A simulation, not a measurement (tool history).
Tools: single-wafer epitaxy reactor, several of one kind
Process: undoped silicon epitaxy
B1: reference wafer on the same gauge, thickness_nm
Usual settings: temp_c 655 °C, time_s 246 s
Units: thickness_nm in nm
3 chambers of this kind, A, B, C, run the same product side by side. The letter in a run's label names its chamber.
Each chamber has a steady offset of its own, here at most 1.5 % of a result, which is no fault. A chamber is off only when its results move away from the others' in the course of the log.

{"run": "1C", "day": 0.129, "temp_c": 655, "time_s": 246, "B1": 54.817, "thickness_nm": 46.52}
{"run": "2B", "day": 0.312, "temp_c": 655, "time_s": 246, "B1": 54.848, "thickness_nm": 45.392}
{"run": "3A", "day": 0.421, "temp_c": 655, "time_s": 246, "B1": 55.041, "thickness_nm": 45.961}
{"run": "4A", "day": 0.529, "temp_c": 655, "time_s": 246, "B1": 54.917, "thickness_nm": 46.451}
{"run": "5C", "day": 0.621, "temp_c": 655, "time_s": 246, "B1": 54.897, "thickness_nm": 46.689}
{"run": "6B", "day": 0.746, "temp_c": 655, "time_s": 270, "B1": 54.907, "thickness_nm": 49.84}
{"run": "7A", "day": 0.867, "temp_c": 655, "time_s": 270, "B1": 54.902, "thickness_nm": 50.538}
{"run": "8C", "day": 0.962, "temp_c": 655, "time_s": 270, "B1": 54.931, "thickness_nm": 50.84}
{"run": "9B", "day": 1.142, "temp_c": 655, "time_s": 246, "B1": 54.943, "thickness_nm": 45.144}
{"run": "10A", "day": 1.271, "temp_c": 655, "time_s": 246, "B1": 54.854, "thickness_nm": 45.744}
{"run": "11B", "day": 1.438, "temp_c": 655, "time_s": 246, "B1": 54.871, "thickness_nm": 45.405}
{"run": "12C", "day": 1.575, "temp_c": 655, "time_s": 246, "B1": 54.843, "thickness_nm": 46.573}
{"run": "13B", "day": 1.721, "temp_c": 655, "time_s": 246, "B1": 54.933, "thickness_nm": 45.355}
{"run": "14C", "day": 1.896, "temp_c": 665, "time_s": 246, "B1": 54.926, "thickness_nm": 57.633}
{"run": "15A", "day": 2.004, "temp_c": 665, "time_s": 246, "B1": 55.004, "thickness_nm": 57.91}
{"run": "16A", "day": 2.154, "temp_c": 665, "time_s": 246, "B1": 54.873, "thickness_nm": 57.383}
{"run": "17B", "day": 2.329, "temp_c": 655, "time_s": 246, "B1": 54.85, "thickness_nm": 45.602}
{"run": "18C", "day": 2.496, "temp_c": 655, "time_s": 246, "B1": 54.878, "thickness_nm": 45.79}
{"run": "19B", "day": 2.692, "temp_c": 655, "time_s": 246, "B1": 54.953, "thickness_nm": 45.013}
{"run": "20A", "day": 2.867, "temp_c": 655, "time_s": 246, "B1": 54.841, "thickness_nm": 46.633}
{"run": "21C", "day": 3.008, "temp_c": 655, "time_s": 246, "B1": 54.859, "thickness_nm": 46.286}
{"run": "22A", "day": 3.179, "temp_c": 655, "time_s": 246, "B1": 54.987, "thickness_nm": 46.244}
{"run": "23B", "day": 3.35, "temp_c": 655, "time_s": 246, "B1": 54.932, "thickness_nm": 44.888}
{"run": "24C", "day": 3.533, "temp_c": 655, "time_s": 246, "B1": 55.026, "thickness_nm": 46.306}
{"run": "25C", "day": 3.654, "temp_c": 655, "time_s": 246, "B1": 54.947, "thickness_nm": 46.288}
{"run": "26A", "day": 3.804, "temp_c": 648, "time_s": 246, "B1": 54.929, "thickness_nm": 39.761}
{"run": "27B", "day": 3.921, "temp_c": 648, "time_s": 246, "B1": 54.852, "thickness_nm": 38.931}
{"run": "28B", "day": 4.033, "temp_c": 648, "time_s": 246, "B1": 54.948, "thickness_nm": 38.961}
{"run": "29C", "day": 4.212, "temp_c": 655, "time_s": 246, "B1": 54.888, "thickness_nm": 46.743}
{"run": "30A", "day": 4.329, "temp_c": 655, "time_s": 246, "B1": 54.963, "thickness_nm": 46.173}
{"run": "31B", "day": 4.488, "temp_c": 655, "time_s": 246, "B1": 54.96, "thickness_nm": 45.452}
{"run": "32A", "day": 4.588, "temp_c": 655, "time_s": 246, "B1": 55.004, "thickness_nm": 46.109}
{"run": "33C", "day": 4.762, "temp_c": 655, "time_s": 246, "B1": 54.857, "thickness_nm": 46.188}
{"run": "34C", "day": 4.962, "temp_c": 666, "time_s": 246, "B1": 54.921, "thickness_nm": 58.296}
{"run": "35A", "day": 5.092, "temp_c": 666, "time_s": 246, "B1": 54.999, "thickness_nm": 57.888}
{"run": "36B", "day": 5.208, "temp_c": 666, "time_s": 246, "B1": 54.859, "thickness_nm": 57.097}
{"run": "37A", "day": 5.392, "temp_c": 655, "time_s": 246, "B1": 54.896, "thickness_nm": 46.396}
{"run": "38C", "day": 5.558, "temp_c": 655, "time_s": 246, "B1": 54.941, "thickness_nm": 46.614}
{"run": "39B", "day": 5.729, "temp_c": 655, "time_s": 246, "B1": 54.898, "thickness_nm": 45.851}
{"run": "40B", "day": 5.875, "temp_c": 655, "time_s": 246, "B1": 54.941, "thickness_nm": 45.63}
{"run": "41A", "day": 6.0, "temp_c": 655, "time_s": 246, "B1": 54.918, "thickness_nm": 46.424}

Next, every chamber runs the same settings. What will each give?
{"run": "42A", "day": 6.142, "temp_c": 655, "time_s": 216, "thickness_nm": "?"}
{"run": "42B", "day": 6.142, "temp_c": 655, "time_s": 216, "thickness_nm": "?"}
{"run": "42C", "day": 6.142, "temp_c": 655, "time_s": 216, "thickness_nm": "?"}

run=42A thickness_nm=40.04
run=42B thickness_nm=40.214
run=42C thickness_nm=40.726
